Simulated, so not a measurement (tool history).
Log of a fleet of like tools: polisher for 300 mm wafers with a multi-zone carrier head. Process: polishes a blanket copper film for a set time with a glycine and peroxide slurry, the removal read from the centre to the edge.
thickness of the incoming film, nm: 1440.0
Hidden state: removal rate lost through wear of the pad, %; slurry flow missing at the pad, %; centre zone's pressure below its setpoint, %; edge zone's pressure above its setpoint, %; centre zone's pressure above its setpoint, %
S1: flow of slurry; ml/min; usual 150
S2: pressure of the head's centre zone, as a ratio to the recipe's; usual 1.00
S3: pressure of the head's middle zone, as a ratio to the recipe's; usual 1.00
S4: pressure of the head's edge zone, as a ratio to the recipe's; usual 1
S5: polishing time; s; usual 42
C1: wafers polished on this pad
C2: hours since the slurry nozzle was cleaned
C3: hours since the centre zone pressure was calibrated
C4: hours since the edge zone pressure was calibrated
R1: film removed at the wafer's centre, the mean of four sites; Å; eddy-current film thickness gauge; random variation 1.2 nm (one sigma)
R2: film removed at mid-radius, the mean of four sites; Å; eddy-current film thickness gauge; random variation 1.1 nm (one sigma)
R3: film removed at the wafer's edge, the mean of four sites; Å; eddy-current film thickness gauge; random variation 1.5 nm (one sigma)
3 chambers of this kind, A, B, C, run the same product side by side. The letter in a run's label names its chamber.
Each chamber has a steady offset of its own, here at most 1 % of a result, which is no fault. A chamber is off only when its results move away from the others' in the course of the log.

run	day	S1	S2	S3	S4	S5	C1	C2	C3	C4	R1	R2	R3
# day 0.062: chamber A: slurry nozzle cleaned
1B	0.358	150	1.00	1.00	1	42	945	174.8	831.4	194.3	1340.1	1336.8	1330.8
# day 0.408: chamber C: worn pad replaced by a new one
# day 0.458: chamber B: worn pad replaced by a new one
2C	0.642	150	1.00	1.00	1	42	90	412.6	771.4	510.0	1378.8	1324.8	1325.0
# day 0.738: chamber A: worn pad replaced by a new one
3A	0.908	150	1.00	1.00	1	42	65	20.4	649.3	1007.3	1358.1	1380.3	1373.5
4B	1.467	150	1.00	1.00	1	42	387	201.4	858.0	220.9	1334.4	1349.9	1327.3
5C	1.871	150	1.00	1.00	1	42	560	442.1	800.9	539.5	1392.5	1342.7	1317.3
6A	2.250	150	1.00	1.00	1	42	579	52.6	681.5	1039.5	1342.2	1354.8	1363.2
7C	2.642	150	1.00	1.00	1	42	856	460.6	819.4	558.0	1372.5	1368.0	1309.7
# day 2.867: chamber C: worn pad replaced by a new one
8B	2.992	150	1.00	1.00	1	42	971	238.0	894.6	257.5	1337.8	1345.0	1336.2
# day 3.183: chamber B: worn pad replaced by a new one
# day 3.271: chamber A: worn pad replaced by a new one
9A	3.400	150	1.00	1.00	1	42	51	80.2	709.1	1067.1	1345.1	1364.0	1343.6
10C	3.646	150	1.00	1.00	1	42	299	484.7	843.5	582.1	1356.7	1343.1	1367.3
11B	3.938	150	1.00	0.96	1	42	290	260.7	917.3	280.2	1337.9	1277.3	1323.6
12A	4.188	150	1.00	0.96	1	42	352	99.1	728.0	1086.0	1338.6	1320.1	1382.5
# day 4.292: chamber B: slurry nozzle cleaned
13B	4.696	150	1.00	0.96	1	42	580	9.7	935.5	298.4	1353.3	1312.2	1325.0
# day 5.125: chamber C: slurry nozzle cleaned
14C	5.242	115	1.00	1.00	1	42	910	2.9	881.8	620.4	1285.5	1285.4	1311.1
# day 5.329: chamber A: worn pad replaced by a new one
# day 5.350: chamber C: worn pad replaced by a new one
# day 5.500: chamber B: worn pad replaced by a new one
15A	5.525	115	1.00	1.00	1	42	75	131.2	760.1	1118.1	1247.8	1274.3	1310.0
16C	5.833	115	1.00	1.00	1	42	185	17.1	896.0	634.6	1294.0	1274.0	1279.2
17B	6.379	150	1.00	1.00	1	42	337	50.1	975.9	338.8	1339.4	1348.6	1353.9
# day 6.558: chamber A: centre zone pressure recalibrated
18A	6.917	150	1.00	1.00	1	42	608	164.6	8.6	1151.5	1190.9	1375.9	1393.9
19C	7.288	150	1.00	1.00	1	42	742	52.0	930.9	669.5	1358.9	1337.4	1355.7
# day 7.442: chamber C: worn pad replaced by a new one
20A	7.546	150	1.00	1.00	1	42	849	179.7	23.7	1166.6	1222.0	1358.6	1363.2
# day 7.608: chamber A: worn pad replaced by a new one
21B	8.104	150	1.00	1.00	1	42	998	91.5	1017.3	380.2	1324.3	1343.0	1332.3
# day 8.221: chamber B: centre zone pressure recalibrated
# day 8.250: chamber B: worn pad replaced by a new one
22C	8.371	150	1.00	1.00	1	42	357	78.0	956.9	695.5	1379.8	1355.4	1338.9
23B	8.904	150	1.00	1.00	1	42	252	110.7	16.5	399.4	1341.2	1364.9	1345.4
24A	9.442	150	1.00	1.00	1	42	702	225.2	69.2	1212.1	1200.8	1388.3	1359.0
# day 9.538: chamber C: worn pad replaced by a new one
25C	9.862	150	1.00	1.00	1	42	126	113.8	992.7	731.3	1391.0	1350.9	1344.8
# day 9.954: chamber A: worn pad replaced by a new one
# day 10.038: chamber A: slurry nozzle cleaned
26B	10.417	150	1.00	1.00	1	42	831	147.0	52.8	435.7	1327.8	1351.7	1352.0
# day 10.454: chamber B: worn pad replaced by a new one
# day 10.542: chamber C: edge zone pressure recalibrated
27A	10.942	150	1.00	1.00	1	42	379	21.7	105.2	1248.1	1214.7	1385.4	1356.7
28A	11.208	150	1.00	1.00	1	42	481	28.1	111.6	1254.5	1220.3	1370.5	1358.9
29C	11.633	150	1.00	1.00	1	42	804	156.3	1035.2	26.3	1395.3	1343.7	1362.5
30B	12.029	150	1.00	1.00	1	42	603	185.7	91.5	474.4	1348.4	1342.8	1353.9

Is one chamber off against the others, does the gauge drift, or is nothing wrong? If a chamber is off, say which, and what the likeliest cause is.

A service left chamber A off against the others.
Cause: centre zone's pressure below its setpoint, % = 10.1.

Here are 4 candidates for chamber A's next run, each the usual settings with a change, their results left as question marks. Which one brings its results back in line with what the others give on the usual settings?
In line means no further than this from the other chambers' mean on the usual settings: R1 44.0 Å; R2 38.0 Å; R3 52.0 Å
31A-1	12.425	155	1.10	0.98	0.97	42					?	?	?
31A-2	12.425	150	1.04	0.99	0.99	42					?	?	?
31A-3	12.425	150	0.96	1.01	1.01	42					?	?	?
31A-4	12.425	145	0.90	1.02	1.03	42					?	?	?

The other chambers' mean on the usual settings: R1 1353.9 Å; R2 1347.4 Å; R3 1345.5 Å
run	R1	R2	R3
31A-1	1347.7	1342.3	1341.3
31A-2	1258.5	1346.8	1349.3
31A-3	1152.0	1372.0	1363.2
31A-4	1064.0	1375.6	1370.7
31A-1 brings the chamber back in line.
